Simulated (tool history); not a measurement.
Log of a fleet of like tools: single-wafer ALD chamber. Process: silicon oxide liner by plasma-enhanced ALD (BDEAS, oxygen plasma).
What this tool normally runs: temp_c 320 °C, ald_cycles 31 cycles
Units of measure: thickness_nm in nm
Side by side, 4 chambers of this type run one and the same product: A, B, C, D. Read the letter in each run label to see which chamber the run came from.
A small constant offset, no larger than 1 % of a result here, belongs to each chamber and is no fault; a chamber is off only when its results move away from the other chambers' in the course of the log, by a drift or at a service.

| run | day | temp_c | ald_cycles | read-back reference wafer on the same gauge, thickness_nm | thickness_nm |
|---|---|---|---|---|---|
| 1D | 0.475 | 320 | 31 | 3.0394 | 2.8045 |
| 2C | 0.867 | 320 | 31 | 3.0403 | 2.8100 |
| 3B | 1.317 | 320 | 31 | 3.0422 | 2.7677 |
| 4A | 1.704 | 320 | 31 | 3.0413 | 2.7986 |
| 5D | 2.262 | 320 | 31 | 3.0390 | 2.8067 |
| 6A | 2.817 | 320 | 31 | 3.0402 | 2.7903 |
| 7B | 3.142 | 320 | 31 | 3.0404 | 2.7921 |
| 8C | 3.800 | 320 | 34 | 3.0394 | 3.0738 |
| 9C | 4.371 | 320 | 34 | 3.0386 | 3.0791 |
| 10B | 4.675 | 320 | 34 | 3.0403 | 3.0632 |
| 11A | 5.050 | 320 | 34 | 3.0402 | 3.0723 |
| 12D | 5.554 | 320 | 31 | 3.0400 | 2.8003 |
| 13C | 5.938 | 320 | 31 | 3.0406 | 2.8116 |
| 14A | 6.258 | 320 | 31 | 3.0412 | 2.8004 |
| 15B | 6.629 | 320 | 31 | 3.0404 | 2.7657 |
| 16D | 7.017 | 320 | 31 | 3.0393 | 2.8064 |
| 17B | 7.342 | 320 | 31 | 3.0407 | 2.7804 |
| 18D | 7.900 | 320 | 31 | 3.0407 | 2.8009 |
| 19C | 8.225 | 332 | 31 | 3.0384 | 2.7609 |
| 20A | 8.658 | 332 | 31 | 3.0397 | 2.7452 |
| 21D | 8.975 | 332 | 31 | 3.0389 | 2.7585 |
| 22A | 9.483 | 332 | 31 | 3.0411 | 2.7461 |
| 23C | 9.825 | 320 | 31 | 3.0390 | 2.8094 |
| 24B | 10.338 | 320 | 31 | 3.0413 | 2.7952 |
| 25A | 10.662 | 320 | 31 | 3.0409 | 2.8035 |
| 26B | 10.958 | 320 | 31 | 3.0394 | 2.7882 |
| 27D | 11.358 | 320 | 31 | 3.0405 | 2.8147 |
| 28C | 11.933 | 320 | 31 | 3.0404 | 2.8103 |
| 29D | 12.533 | 320 | 31 | 3.0401 | 2.8129 |
| 30B | 13.196 | 320 | 31 | 3.0410 | 2.7820 |
| 31A | 13.529 | 320 | 31 | 3.0412 | 2.7812 |
| 32C | 14.050 | 307 | 29 | 3.0412 | 2.6739 |
| 33A | 14.529 | 307 | 29 | 3.0418 | 2.6588 |
| 34D | 14.821 | 307 | 29 | 3.0394 | 2.6767 |
| 35B | 15.112 | 307 | 29 | 3.0386 | 2.6481 |
| 36C | 15.508 | 320 | 31 | 3.0381 | 2.8232 |
| 37D | 15.933 | 320 | 31 | 3.0392 | 2.8056 |
| 38A | 16.321 | 320 | 31 | 3.0387 | 2.7877 |

All chambers now run identical settings, listed one chamber a line with results as question marks. What results will each chamber show?
| 39A | 16.792 | 320 | 31 |  | ? |
| 39B | 16.792 | 320 | 31 |  | ? |
| 39C | 16.792 | 320 | 31 |  | ? |
| 39D | 16.792 | 320 | 31 |  | ? |

| run | thickness_nm |
|---|---|
| 39A | 2.7988 |
| 39B | 2.7845 |
| 39C | 2.8102 |
| 39D | 2.8094 |
